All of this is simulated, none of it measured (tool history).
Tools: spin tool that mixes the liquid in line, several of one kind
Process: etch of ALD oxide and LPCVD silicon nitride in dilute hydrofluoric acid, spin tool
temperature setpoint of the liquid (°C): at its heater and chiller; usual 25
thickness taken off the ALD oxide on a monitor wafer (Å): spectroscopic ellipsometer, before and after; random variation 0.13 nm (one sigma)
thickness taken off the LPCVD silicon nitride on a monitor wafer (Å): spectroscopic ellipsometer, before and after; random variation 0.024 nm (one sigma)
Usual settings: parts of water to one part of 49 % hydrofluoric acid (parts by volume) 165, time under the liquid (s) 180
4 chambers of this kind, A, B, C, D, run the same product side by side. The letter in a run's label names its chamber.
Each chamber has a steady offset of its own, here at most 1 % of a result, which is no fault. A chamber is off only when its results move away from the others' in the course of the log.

run	day	temperature setpoint of the liquid (°C)	parts of water to one part of 49 % hydrofluoric acid (parts by volume)	time under the liquid (s)	hours since the thermometer was replaced	hours since the hydrofluoric acid flow meter was replaced	read-back film thickness of the ALD oxide reference wafer, read on the same gauge (nm)	read-back film thickness of the LPCVD silicon nitride reference wafer, read on the same gauge (nm)	thickness taken off the ALD oxide on a monitor wafer (Å)	thickness taken off the LPCVD silicon nitride on a monitor wafer (Å)
# day 0.375: chamber D: hydrofluoric acid flow meter replaced
1C	0.6	25	165	180	381.3	312.1	149.97	50.008	179.18	6.1412
2D	0.912	25	165	180	1651.8	12.9	149.99	50.028	183.13	6.2684
3A	1.371	25	165	180	1274.8	194.6	150	50.015	180.3	6.4997
4B	1.867	25	165	180	401.2	454.3	149.99	49.996	180.77	6.0465
5A	2.525	30	165	180	1302.5	222.3	149.98	50.004	216.66	8.7586
6C	2.896	30	165	180	436.4	367.2	149.99	50.016	212.51	8.4361
7D	3.208	30	165	180	1706.9	68	150	50.009	220.38	8.8011
8B	3.692	30	165	180	445	498.1	150.01	49.999	216.43	8.2499
9C	4	25	165	180	462.9	393.7	150.03	49.999	180.74	6.4185
10A	4.596	25	165	180	1352.2	272	149.99	50.002	181.36	6.2682
11B	5.117	25	165	180	479.2	532.3	149.98	49.992	181.35	6.4086
12D	5.642	25	165	180	1765.3	126.4	149.99	50.003	183.1	6.0108
13C	6.033	25	165	180	511.7	442.5	150	50.027	180.49	6.1678
14D	6.55	25	165	180	1787.1	148.2	150	49.974	183.03	6.3809
15B	7.042	25	165	180	525.4	578.5	150	49.986	182.83	6.116
16A	7.529	25	165	180	1422.6	342.4	149.99	50.016	183.38	6.044
17D	7.842	25	95	180	1818.1	179.2	150	50.008	348.49	10.999
18C	8.538	25	95	180	571.8	502.6	150.02	49.982	336.91	11.277
19B	9.058	25	95	180	573.8	626.9	150	49.99	348.91	11.008
20A	9.733	25	95	180	1475.5	395.3	149.98	49.996	344.98	11
21B	10.204	25	165	180	601.3	654.4	149.99	50.024	184.12	6.4948
22A	10.867	25	165	180	1502.7	422.5	149.98	50.007	180.02	6.4844
23C	11.171	25	165	180	635	565.8	150	50.001	182.15	5.954
24D	11.662	25	165	180	1909.8	270.9	149.99	50.031	182.26	6.3761
25A	12.354	25	165	180	1538.4	458.2	149.99	49.987	182.8	6.1098
26C	12.908	25	165	180	676.7	607.5	150	49.99	182.86	5.8934
# day 13.392: chamber C: thermometer replaced
27B	13.604	25	165	180	682.9	736	149.98	49.996	186.92	7.0191
28D	14.125	25	165	180	1968.9	330	150	50.028	183.04	6.3914
29A	14.433	25	165	180	1588.3	508.1	150	49.973	180.75	6.2012
30B	14.833	25	165	180	712.4	765.5	149.97	49.99	189.32	6.4765
31D	15.3	25	165	180	1997.1	358.2	150	50.004	183.24	6.5469
32C	15.867	25	165	180	59.5	678.5	149.99	49.985	180.1	6.4015
33B	16.508	25	165	180	752.6	805.7	149.99	50.023	191.61	6.5528
34A	16.821	25	165	180	1645.6	565.4	149.99	49.993	180.94	6.3119
35D	17.488	25	165	180	2049.6	410.7	149.99	49.992	182.39	6.3246
# day 17.567: chamber C: hydrofluoric acid flow meter replaced
36C	17.838	25	165	180	106.8	6.5	149.99	49.991	179.43	5.7151
37C	18.308	25	165	180	118.1	17.8	150.01	49.998	181.4	6.582
38D	18.938	25	165	180	2084.4	445.5	150.01	49.979	183.55	5.7583
39B	19.571	25	165	180	826.1	879.2	150.01	50.006	195.31	6.8641
40A	20.271	25	165	180	1728.4	648.2	149.99	50.017	179.24	6.2448
41B	20.671	23	165	265	852.5	905.6	150.01	50.036	266.87	9.2052
42D	21.317	23	165	265	2141.5	502.6	149.99	50.023	249.52	8.0297

Next, every chamber runs the same settings. What will each give?
43A	21.817	25	165	180					?	?
43B	21.817	25	165	180					?	?
43C	21.817	25	165	180					?	?
43D	21.817	25	165	180					?	?

run	thickness taken off the ALD oxide on a monitor wafer (Å)	thickness taken off the LPCVD silicon nitride on a monitor wafer (Å)
43A	181.59	6.1876
43B	197.82	6.5938
43C	180.43	6.3588
43D	180.58	6.5726
